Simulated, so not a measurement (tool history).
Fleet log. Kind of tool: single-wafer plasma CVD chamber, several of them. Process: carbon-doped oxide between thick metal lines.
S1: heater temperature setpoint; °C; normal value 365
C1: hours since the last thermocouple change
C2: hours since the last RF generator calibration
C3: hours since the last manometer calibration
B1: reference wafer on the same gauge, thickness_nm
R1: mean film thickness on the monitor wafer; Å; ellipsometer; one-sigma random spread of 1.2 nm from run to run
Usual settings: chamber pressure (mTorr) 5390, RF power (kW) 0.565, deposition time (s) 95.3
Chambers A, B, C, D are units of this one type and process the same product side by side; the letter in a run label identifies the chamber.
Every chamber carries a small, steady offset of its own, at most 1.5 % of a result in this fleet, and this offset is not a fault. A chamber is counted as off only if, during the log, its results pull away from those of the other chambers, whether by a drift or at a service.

{"run": "1B", "hour": 7.9, "S1": 365, "chamber pressure (mTorr)": 5390, "RF power (kW)": 0.565, "deposition time (s)": 95.3, "C1": 145.7, "C2": 389.9, "C3": 1670.0, "B1": 491.94, "R1": 5090.0}
{"run": "2A", "hour": 13.2, "S1": 365, "chamber pressure (mTorr)": 5390, "RF power (kW)": 0.565, "deposition time (s)": 95.3, "C1": 22.0, "C2": 670.4, "C3": 758.3, "B1": 491.91, "R1": 5123.1}
{"run": "3C", "hour": 21.7, "S1": 365, "chamber pressure (mTorr)": 5390, "RF power (kW)": 0.565, "deposition time (s)": 95.3, "C1": 1008.7, "C2": 529.1, "C3": 613.8, "B1": 492.18, "R1": 5089.6}
{"run": "4D", "hour": 28.5, "S1": 365, "chamber pressure (mTorr)": 5390, "RF power (kW)": 0.565, "deposition time (s)": 95.3, "C1": 631.1, "C2": 655.3, "C3": 784.3, "B1": 491.91, "R1": 5096.6}
{"run": "5A", "hour": 38.6, "S1": 365, "chamber pressure (mTorr)": 5390, "RF power (kW)": 0.565, "deposition time (s)": 95.3, "C1": 47.4, "C2": 695.8, "C3": 783.7, "B1": 491.97, "R1": 5107.0}
{"run": "6B", "hour": 47.6, "S1": 365, "chamber pressure (mTorr)": 4100, "RF power (kW)": 0.51, "deposition time (s)": 95.3, "C1": 185.4, "C2": 429.6, "C3": 1709.7, "B1": 491.98, "R1": 4589.5}
{"run": "7D", "hour": 58.3, "S1": 365, "chamber pressure (mTorr)": 4100, "RF power (kW)": 0.51, "deposition time (s)": 95.3, "C1": 660.9, "C2": 685.1, "C3": 814.1, "B1": 492.14, "R1": 4585.8}
{"run": "8C", "hour": 69.2, "S1": 365, "chamber pressure (mTorr)": 4100, "RF power (kW)": 0.51, "deposition time (s)": 95.3, "C1": 1056.2, "C2": 576.6, "C3": 661.3, "B1": 492.04, "R1": 4558.2}
{"run": "9B", "hour": 77.8, "S1": 365, "chamber pressure (mTorr)": 4100, "RF power (kW)": 0.51, "deposition time (s)": 95.3, "C1": 215.6, "C2": 459.8, "C3": 1739.9, "B1": 492.27, "R1": 4575.1}
{"run": "10A", "hour": 87.0, "S1": 365, "chamber pressure (mTorr)": 5390, "RF power (kW)": 0.565, "deposition time (s)": 95.3, "C1": 95.8, "C2": 744.2, "C3": 832.1, "B1": 492.16, "R1": 5124.3}
{"run": "11D", "hour": 92.8, "S1": 365, "chamber pressure (mTorr)": 5390, "RF power (kW)": 0.565, "deposition time (s)": 95.3, "C1": 695.4, "C2": 719.6, "C3": 848.6, "B1": 492.0, "R1": 5110.0}
{"run": "12C", "hour": 101.6, "S1": 365, "chamber pressure (mTorr)": 5390, "RF power (kW)": 0.565, "deposition time (s)": 95.3, "C1": 1088.6, "C2": 609.0, "C3": 693.7, "B1": 491.77, "R1": 5087.2}
{"run": "13B", "hour": 107.8, "S1": 365, "chamber pressure (mTorr)": 5390, "RF power (kW)": 0.565, "deposition time (s)": 95.3, "C1": 245.6, "C2": 489.8, "C3": 1769.9, "B1": 491.9, "R1": 5067.7}
{"run": "14A", "hour": 112.7, "S1": 365, "chamber pressure (mTorr)": 5390, "RF power (kW)": 0.565, "deposition time (s)": 95.3, "C1": 121.5, "C2": 769.9, "C3": 857.8, "B1": 492.09, "R1": 5122.3}
{"run": "15D", "hour": 120.4, "S1": 365, "chamber pressure (mTorr)": 5390, "RF power (kW)": 0.565, "deposition time (s)": 95.3, "C1": 723.0, "C2": 747.2, "C3": 876.2, "B1": 491.65, "R1": 5085.0}
{"run": "16C", "hour": 129.6, "S1": 365, "chamber pressure (mTorr)": 5390, "RF power (kW)": 0.565, "deposition time (s)": 95.3, "C1": 1116.6, "C2": 637.0, "C3": 721.7, "B1": 491.99, "R1": 5061.3}
{"run": "17B", "hour": 135.7, "S1": 365, "chamber pressure (mTorr)": 5390, "RF power (kW)": 0.565, "deposition time (s)": 95.3, "C1": 273.5, "C2": 517.7, "C3": 1797.8, "B1": 492.15, "R1": 5050.6}
{"hour": 137.4, "done": "chamber A: RF generator calibrated"}
{"run": "18D", "hour": 144.2, "S1": 365, "chamber pressure (mTorr)": 5390, "RF power (kW)": 0.565, "deposition time (s)": 95.3, "C1": 746.8, "C2": 771.0, "C3": 900.0, "B1": 491.98, "R1": 5116.7}
{"run": "19A", "hour": 154.4, "S1": 365, "chamber pressure (mTorr)": 5390, "RF power (kW)": 0.565, "deposition time (s)": 95.3, "C1": 163.2, "C2": 17.0, "C3": 899.5, "B1": 492.13, "R1": 5111.3}
{"run": "20C", "hour": 161.3, "S1": 365, "chamber pressure (mTorr)": 5390, "RF power (kW)": 0.565, "deposition time (s)": 95.3, "C1": 1148.3, "C2": 668.7, "C3": 753.4, "B1": 492.36, "R1": 5044.8}
{"run": "21A", "hour": 168.3, "S1": 365, "chamber pressure (mTorr)": 5390, "RF power (kW)": 0.565, "deposition time (s)": 95.3, "C1": 177.1, "C2": 30.9, "C3": 913.4, "B1": 492.05, "R1": 5118.8}
{"run": "22B", "hour": 178.5, "S1": 365, "chamber pressure (mTorr)": 5390, "RF power (kW)": 0.565, "deposition time (s)": 95.3, "C1": 316.3, "C2": 560.5, "C3": 1840.6, "B1": 491.95, "R1": 5084.0}
{"run": "23D", "hour": 185.0, "S1": 365, "chamber pressure (mTorr)": 5390, "RF power (kW)": 0.565, "deposition time (s)": 95.3, "C1": 787.6, "C2": 811.8, "C3": 940.8, "B1": 492.09, "R1": 5104.6}
{"run": "24C", "hour": 194.9, "S1": 365, "chamber pressure (mTorr)": 5390, "RF power (kW)": 0.565, "deposition time (s)": 95.3, "C1": 1181.9, "C2": 702.3, "C3": 787.0, "B1": 491.73, "R1": 5023.4}
{"run": "25B", "hour": 199.7, "S1": 356, "chamber pressure (mTorr)": 5390, "RF power (kW)": 0.565, "deposition time (s)": 95.3, "C1": 337.5, "C2": 581.7, "C3": 1861.8, "B1": 492.43, "R1": 5188.5}
{"run": "26A", "hour": 210.2, "S1": 356, "chamber pressure (mTorr)": 5390, "RF power (kW)": 0.565, "deposition time (s)": 95.3, "C1": 219.0, "C2": 72.8, "C3": 955.3, "B1": 492.1, "R1": 5240.3}
{"run": "27D", "hour": 221.0, "S1": 356, "chamber pressure (mTorr)": 5390, "RF power (kW)": 0.565, "deposition time (s)": 95.3, "C1": 823.6, "C2": 847.8, "C3": 976.8, "B1": 491.91, "R1": 5211.1}
{"run": "28C", "hour": 226.1, "S1": 356, "chamber pressure (mTorr)": 5390, "RF power (kW)": 0.565, "deposition time (s)": 95.3, "C1": 1213.1, "C2": 733.5, "C3": 818.2, "B1": 492.2, "R1": 5114.0}
{"run": "29D", "hour": 232.9, "S1": 365, "chamber pressure (mTorr)": 5390, "RF power (kW)": 0.565, "deposition time (s)": 95.3, "C1": 835.5, "C2": 859.7, "C3": 988.7, "B1": 492.37, "R1": 5087.1}
{"run": "30B", "hour": 241.4, "S1": 365, "chamber pressure (mTorr)": 6140, "RF power (kW)": 0.615, "deposition time (s)": 95.3, "C1": 379.2, "C2": 623.4, "C3": 1903.5, "B1": 491.95, "R1": 5440.4}
{"run": "31A", "hour": 250.0, "S1": 365, "chamber pressure (mTorr)": 6140, "RF power (kW)": 0.615, "deposition time (s)": 95.3, "C1": 258.8, "C2": 112.6, "C3": 995.1, "B1": 491.96, "R1": 5467.3}
{"run": "32C", "hour": 258.0, "S1": 365, "chamber pressure (mTorr)": 6140, "RF power (kW)": 0.615, "deposition time (s)": 95.3, "C1": 1245.0, "C2": 765.4, "C3": 850.1, "B1": 491.74, "R1": 5323.0}
{"run": "33B", "hour": 268.0, "S1": 365, "chamber pressure (mTorr)": 6140, "RF power (kW)": 0.615, "deposition time (s)": 95.3, "C1": 405.8, "C2": 650.0, "C3": 1930.1, "B1": 492.03, "R1": 5416.4}
{"run": "34C", "hour": 274.2, "S1": 365, "chamber pressure (mTorr)": 5390, "RF power (kW)": 0.565, "deposition time (s)": 95.3, "C1": 1261.2, "C2": 781.6, "C3": 866.3, "B1": 491.82, "R1": 4980.1}
{"run": "35A", "hour": 284.2, "S1": 365, "chamber pressure (mTorr)": 5390, "RF power (kW)": 0.565, "deposition time (s)": 95.3, "C1": 293.0, "C2": 146.8, "C3": 1029.3, "B1": 492.16, "R1": 5145.9}
{"run": "36D", "hour": 290.9, "S1": 365, "chamber pressure (mTorr)": 5390, "RF power (kW)": 0.565, "deposition time (s)": 95.3, "C1": 893.5, "C2": 917.7, "C3": 1046.7, "B1": 492.04, "R1": 5116.2}
{"run": "37D", "hour": 297.4, "S1": 352, "chamber pressure (mTorr)": 5390, "RF power (kW)": 0.565, "deposition time (s)": 95.3, "C1": 900.0, "C2": 924.2, "C3": 1053.2, "B1": 492.11, "R1": 5271.7}
{"run": "38C", "hour": 305.4, "S1": 352, "chamber pressure (mTorr)": 5390, "RF power (kW)": 0.565, "deposition time (s)": 95.3, "C1": 1292.4, "C2": 812.8, "C3": 897.5, "B1": 492.01, "R1": 5143.0}
{"run": "39B", "hour": 313.8, "S1": 352, "chamber pressure (mTorr)": 5390, "RF power (kW)": 0.565, "deposition time (s)": 95.3, "C1": 451.6, "C2": 695.8, "C3": 1975.9, "B1": 492.03, "R1": 5259.4}

Is one chamber out of step, is the gauge drifting, or do the chambers differ by no more than their own small offsets? For an off chamber, give its letter and the likeliest cause.

It is chamber C that slowly wanders off from its peers.
Cause: delivered RF power below the setpoint (%) = 3.95.

Which of the 4 candidates below, each the usual settings with something changed and its results left as question marks, puts chamber C back in line with what the other chambers give on the usual settings?
To be in line, a result may differ from the other chambers' mean on the usual settings by at most: R1 43.0 Å
{"run": "40C-1", "hour": 321.6, "S1": 365, "chamber pressure (mTorr)": 5430, "RF power (kW)": 0.575, "deposition time (s)": 98.7, "R1": "?"}
{"run": "40C-2", "hour": 321.6, "S1": 365, "chamber pressure (mTorr)": 5350, "RF power (kW)": 0.555, "deposition time (s)": 91.9, "R1": "?"}
{"run": "40C-3", "hour": 321.6, "S1": 364, "chamber pressure (mTorr)": 5390, "RF power (kW)": 0.59, "deposition time (s)": 95.3, "R1": "?"}
{"run": "40C-4", "hour": 321.6, "S1": 365, "chamber pressure (mTorr)": 5390, "RF power (kW)": 0.54, "deposition time (s)": 95.3, "R1": "?"}

On the usual settings, the other chambers give on average: R1 5101.4 Å
run=40C-1 R1=5184.7
run=40C-2 R1=4716.5
run=40C-3 R1=5088.7
run=40C-4 R1=4815.1
40C-3 brings the chamber back in line.
